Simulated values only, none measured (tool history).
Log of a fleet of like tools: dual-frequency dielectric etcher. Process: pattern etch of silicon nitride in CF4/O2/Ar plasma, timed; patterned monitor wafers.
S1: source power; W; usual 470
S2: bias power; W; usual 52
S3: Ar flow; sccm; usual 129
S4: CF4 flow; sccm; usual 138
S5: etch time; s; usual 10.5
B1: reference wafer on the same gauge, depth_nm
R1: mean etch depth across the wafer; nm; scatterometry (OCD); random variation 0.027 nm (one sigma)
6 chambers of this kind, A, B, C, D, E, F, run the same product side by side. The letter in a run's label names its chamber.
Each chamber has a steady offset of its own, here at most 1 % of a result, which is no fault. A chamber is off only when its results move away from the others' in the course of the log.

At hour 0.7: chamber D: Ar flow controller replaced.
Run 1E, hour 7.8: usual settings; B1 19.200. Result: R1 19.453 nm.
Run 2A, hour 18.6: usual settings; B1 19.215. Result: R1 19.271 nm.
Run 3B, hour 24.5: usual settings; B1 19.208. Result: R1 19.408 nm.
Run 4F, hour 30.0: usual settings; B1 19.208. Result: R1 19.238 nm.
Run 5C, hour 40.5: usual settings; B1 19.211. Result: R1 19.489 nm.
Run 6D, hour 47.3: usual settings; B1 19.218. Result: R1 19.315 nm.
Run 7A, hour 52.8: usual settings; B1 19.220. Result: R1 19.285 nm.
Run 8B, hour 59.3: usual settings; B1 19.223. Result: R1 19.423 nm.
Run 9E, hour 65.4: usual settings; B1 19.223. Result: R1 19.499 nm.
At hour 66.1: chamber B: CF4 flow controller replaced.
Run 10F, hour 72.2: usual settings; B1 19.230. Result: R1 19.331 nm.
Run 11C, hour 80.8: usual settings; B1 19.234. Result: R1 19.475 nm.
At hour 88.0: chamber A: wet clean of the chamber.
Run 12D, hour 90.9: usual settings; B1 19.239. Result: R1 19.349 nm.
Run 13D, hour 100.7: usual settings; B1 19.233. Result: R1 19.362 nm.
At hour 108.5: chamber D: wet clean of the chamber.
Run 14E, hour 111.4: usual settings; B1 19.233. Result: R1 19.459 nm.
Run 15C, hour 118.4: usual settings; B1 19.246. Result: R1 19.487 nm.
At hour 123.9: chamber E: wet clean of the chamber.
Run 16B, hour 126.8: usual settings; B1 19.243. Result: R1 19.416 nm.
Run 17A, hour 134.3: usual settings; B1 19.252. Result: R1 19.280 nm.
Run 18F, hour 141.1: usual settings but S5 12.0 s; B1 19.253. Result: R1 22.067 nm.
Run 19C, hour 147.0: usual settings but S5 12.0 s; B1 19.256. Result: R1 22.362 nm.
Run 20B, hour 154.6: usual settings but S5 12.0 s; B1 19.255. Result: R1 22.287 nm.
Run 21A, hour 161.2: usual settings but S5 12.0 s; B1 19.263. Result: R1 22.041 nm.
Run 22D, hour 169.7: usual settings but S5 12.0 s; B1 19.260. Result: R1 22.158 nm.
At hour 172.3: chamber F: wet clean of the chamber.
Run 23F, hour 178.3: usual settings but S5 12.0 s; B1 19.265. Result: R1 22.078 nm.
Run 24E, hour 186.3: usual settings; B1 19.274. Result: R1 19.494 nm.
At hour 186.4: chamber D: CF4 flow controller replaced.
Run 25B, hour 194.5: usual settings; B1 19.276. Result: R1 19.500 nm.
Run 26D, hour 199.5: usual settings; B1 19.275. Result: R1 19.421 nm.
Run 27F, hour 206.7: usual settings; B1 19.283. Result: R1 19.373 nm.
Run 28A, hour 217.1: usual settings; B1 19.282. Result: R1 19.314 nm.
Run 29E, hour 223.0: usual settings; B1 19.286. Result: R1 19.469 nm.
Run 30C, hour 231.1: usual settings but S3 159 sccm, S4 111 sccm; B1 19.285. Result: R1 18.485 nm.
At hour 231.7: chamber C: wet clean of the chamber.
Run 31C, hour 241.4: usual settings but S3 159 sccm, S4 111 sccm; B1 19.290. Result: R1 18.518 nm.
Run 32E, hour 250.2: usual settings but S3 159 sccm, S4 111 sccm; B1 19.292. Result: R1 18.496 nm.
Run 33A, hour 256.3: usual settings but S3 159 sccm, S4 111 sccm; B1 19.291. Result: R1 18.331 nm.
Run 34D, hour 265.9: usual settings but S3 159 sccm, S4 111 sccm; B1 19.300. Result: R1 18.454 nm.
At hour 273.0: chamber F: Ar flow controller replaced.
Run 35B, hour 274.6: usual settings but S3 159 sccm, S4 111 sccm; B1 19.303. Result: R1 18.514 nm.
Run 36F, hour 281.5: usual settings; B1 19.298. Result: R1 19.364 nm.
Run 37B, hour 288.9: usual settings; B1 19.308. Result: R1 19.492 nm.
Run 38E, hour 296.3: usual settings but S4 164 sccm; B1 19.303. Result: R1 19.975 nm.

All 6 chambers run these settings next. Forecast each chamber's results:
Run 39A, hour 304.1: usual settings but S5 11.5 s. Result: R1 ?.
Run 39B, hour 304.1: usual settings but S5 11.5 s. Result: R1 ?.
Run 39C, hour 304.1: usual settings but S5 11.5 s. Result: R1 ?.
Run 39D, hour 304.1: usual settings but S5 11.5 s. Result: R1 ?.
Run 39E, hour 304.1: usual settings but S5 11.5 s. Result: R1 ?.
Run 39F, hour 304.1: usual settings but S5 11.5 s. Result: R1 ?.

run      R1
39A  21.199
39B  21.356
39C  21.441
39D  21.332
39E  21.411
39F  21.260
